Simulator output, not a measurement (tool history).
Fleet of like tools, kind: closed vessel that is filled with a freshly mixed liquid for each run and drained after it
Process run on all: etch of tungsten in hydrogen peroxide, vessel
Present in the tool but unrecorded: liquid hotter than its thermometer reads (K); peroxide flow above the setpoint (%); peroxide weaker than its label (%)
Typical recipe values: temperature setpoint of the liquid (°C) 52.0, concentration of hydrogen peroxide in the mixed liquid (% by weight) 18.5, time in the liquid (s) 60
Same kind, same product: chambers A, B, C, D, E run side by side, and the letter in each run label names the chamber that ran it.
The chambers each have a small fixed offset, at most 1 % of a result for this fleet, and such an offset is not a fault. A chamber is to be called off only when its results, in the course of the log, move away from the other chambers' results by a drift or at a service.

run,hour,temperature setpoint of the liquid (°C),concentration of hydrogen peroxide in the mixed liquid (% by weight),time in the liquid (s),hours since the thermometer was replaced,hours since the peroxide flow meter was replaced,hours since the drum of peroxide was connected,"read-back film thickness of the tungsten reference wafer, read on the same gauge (nm)",thickness taken off the tungsten on a monitor wafer (Å)
1C,5.0,52.0,18.5,60,2104.7,769.5,195.1,110.03,553.27
2B,11.7,52.0,18.5,60,678.1,333.1,248.0,110.06,553.88
3D,16.0,52.0,18.5,60,1887.2,181.8,367.2,110.00,548.85
4A,19.3,52.0,18.5,60,363.8,375.3,103.2,109.93,553.16
5E,24.1,52.0,18.5,60,1551.5,209.2,298.5,110.03,549.38
6E,31.2,52.0,18.5,60,1558.6,216.3,305.6,109.98,548.16
7B,37.6,52.0,18.5,60,704.0,359.0,273.9,110.05,542.16
8A,41.4,52.0,18.5,60,385.9,397.4,125.3,110.00,547.02
9C,46.6,52.0,18.5,60,2146.3,811.1,236.7,109.96,551.51
10D,53.3,47.0,18.5,60,1924.5,219.1,404.5,110.03,401.37
11C,59.7,47.0,18.5,60,2159.4,824.2,249.8,109.97,401.69
12E,63.5,47.0,18.5,60,1590.9,248.6,337.9,110.01,409.00
13B,67.2,47.0,18.5,60,733.6,388.6,303.5,110.03,403.97
14D,72.0,47.0,18.5,60,1943.2,237.8,423.2,110.02,410.81
15A,78.4,52.0,18.5,60,422.9,434.4,162.3,109.96,561.00
16D,85.2,52.0,18.5,60,1956.4,251.0,436.4,110.00,546.32
17A,90.9,52.0,22.0,75,435.4,446.9,174.8,110.01,774.56
18E,94.2,52.0,22.0,75,1621.6,279.3,368.6,110.00,749.29
19B,101.4,52.0,22.0,75,767.8,422.8,337.7,110.02,750.70
20C,106.4,52.0,22.0,75,2206.1,870.9,296.5,109.98,754.39
21E,110.6,52.0,22.0,75,1638.0,295.7,385.0,110.02,756.85
22D,116.4,52.0,18.5,60,1987.6,282.2,467.6,110.02,550.80
23C,123.9,52.0,18.5,60,2223.6,888.4,314.0,109.96,548.13
24A,128.0,52.0,18.5,60,472.5,484.0,211.9,109.99,589.05
25B,133.2,48.0,18.5,30,799.6,454.6,369.5,109.98,214.67
26D,140.0,48.0,18.5,30,2011.2,305.8,491.2,110.03,220.52
27B,144.5,48.0,18.5,30,810.9,465.9,380.8,110.01,215.28
28E,148.0,48.0,18.5,30,1675.4,333.1,422.4,110.00,216.73
29A,153.4,48.0,18.5,30,497.9,509.4,237.3,109.96,233.48
30C,158.1,52.0,18.5,60,2257.8,922.6,348.2,109.98,551.50
# hour 162.1: chamber A: peroxide flow meter replaced
31C,165.3,52.0,18.5,60,2265.0,929.8,355.4,110.01,553.41
32B,171.5,55.5,18.5,70,837.9,492.9,407.8,110.02,781.43
33D,175.8,55.5,18.5,70,2047.0,341.6,527.0,109.99,796.28
34A,183.1,55.5,18.5,70,527.6,21.0,267.0,110.00,880.91
35E,187.2,55.5,18.5,70,1714.6,372.3,461.6,109.97,787.97
36B,191.8,55.5,18.5,70,858.2,513.2,428.1,109.99,797.91
37A,195.8,52.0,18.5,60,540.3,33.7,279.7,110.04,613.99
38D,201.8,52.0,18.5,60,2073.0,367.6,553.0,110.02,552.73
39E,205.7,52.0,18.5,90,1733.1,390.8,480.1,110.01,829.59

All 5 chambers run these settings next. Forecast each chamber's results:
40A,211.2,52.0,18.5,60,,,,,?
40B,211.2,52.0,18.5,60,,,,,?
40C,211.2,52.0,18.5,60,,,,,?
40D,211.2,52.0,18.5,60,,,,,?
40E,211.2,52.0,18.5,60,,,,,?

run,thickness taken off the tungsten on a monitor wafer (Å)
40A,623.75
40B,537.36
40C,543.32
40D,550.75
40E,562.79

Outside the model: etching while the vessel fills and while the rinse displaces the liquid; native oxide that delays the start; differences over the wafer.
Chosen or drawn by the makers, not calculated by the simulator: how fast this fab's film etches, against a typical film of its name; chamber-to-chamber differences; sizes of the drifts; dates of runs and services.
